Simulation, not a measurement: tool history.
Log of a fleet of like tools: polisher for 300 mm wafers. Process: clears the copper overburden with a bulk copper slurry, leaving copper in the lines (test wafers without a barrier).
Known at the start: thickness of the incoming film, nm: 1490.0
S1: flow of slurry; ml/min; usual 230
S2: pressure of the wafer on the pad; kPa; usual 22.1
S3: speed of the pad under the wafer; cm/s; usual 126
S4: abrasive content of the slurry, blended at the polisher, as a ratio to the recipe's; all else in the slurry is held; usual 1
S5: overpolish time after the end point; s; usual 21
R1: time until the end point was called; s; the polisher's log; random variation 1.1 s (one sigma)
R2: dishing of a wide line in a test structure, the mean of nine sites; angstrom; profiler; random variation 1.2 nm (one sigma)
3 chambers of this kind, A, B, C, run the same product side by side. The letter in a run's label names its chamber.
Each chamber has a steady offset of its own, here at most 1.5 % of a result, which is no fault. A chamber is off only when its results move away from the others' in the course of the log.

run   hour   S1    S2   S3    S4  S5      R1      R2
 1C    6.1  230  22.1  126     1  21   108.6  1189.8
 2B   16.9  230  22.1  126     1  21  108.14  1203.9
      21.6  -- chamber C: slurry nozzle cleaned
 3A   26.3  230  22.1  126     1  21  107.71  1205.5
 4A   33.7  230  22.1  126     1  21  107.69  1189.7
      40.1  -- chamber B: head pressure recalibrated
 5B   46.3  230  22.1  126     1  21  109.92  1177.5
 6C   58.8  230  22.1  126     1  21  109.29  1200.8
      61.5  -- chamber A: worn pad replaced by a new one
 7C   68.3  230  22.1  158     1  29  87.227  1431.2
      70.9  -- chamber B: worn pad replaced by a new one
 8A   77.3  230  22.1  158     1  29  87.804  1422.5
 9B   88.9  230  22.1  158     1  29  85.466    1443
10A   95.9  230  22.1  126     1  21  106.92  1196.1
11C  102.5  230  22.1  126     1  21  107.66    1189
12B    114  230  22.1  126     1  21  109.59  1208.4
13A  119.6  230  22.1  126     1  21  108.56  1200.9
     127.1  -- chamber B: slurry blender recalibrated
14C  128.9  260  22.1  126  1.25  21  102.54  1216.6
     132.9  -- chamber C: worn pad replaced by a new one
15B  140.2  260  22.1  126  1.25  21  101.44  1245.2
16A  151.8  260  22.1  126  1.25  21  102.17  1223.9
17C  157.3  230  22.1  126     1  21  108.92  1184.6
18B  168.4  230  22.1  126     1  21  105.62  1195.3
     173.9  -- chamber B: worn pad replaced by a new one
19A  180.1  160  22.1  126     1  21  115.73    1181
       189  -- chamber A: slurry blender recalibrated
20C  191.7  160  22.1  126     1  21  116.19  1134.8
21B  199.4  160  22.1  126     1  21  113.74  1168.1
22B  210.3  230  22.1  126     1  21  108.66  1201.9
23C  219.6  230  15.2  126     1  21  158.31  933.27
24A  230.4  230  15.2  126     1  21  162.19  915.25
25C  237.7  230  15.2  126     1  21  158.53  912.69
     238.5  -- chamber C: slurry blender recalibrated
26A  249.3  295  22.1  126     1  21  105.53    1195
27B  260.8  295  22.1  126     1  21  104.97  1231.7
28C  272.4  295  22.1  126     1  21  105.94  1206.1
29A  279.1  230  22.1  126     1  21  107.96  1199.6

Next, every chamber runs the same settings. What will each give?
30A  288.1  230  22.1  126   1  32   ?   ?
30B  288.1  230  22.1  126   1  32   ?   ?
30C  288.1  230  22.1  126   1  32   ?   ?

run      R1      R2
30A  110.05  1362.7
30B  108.96  1378.5
30C   107.9  1362.7
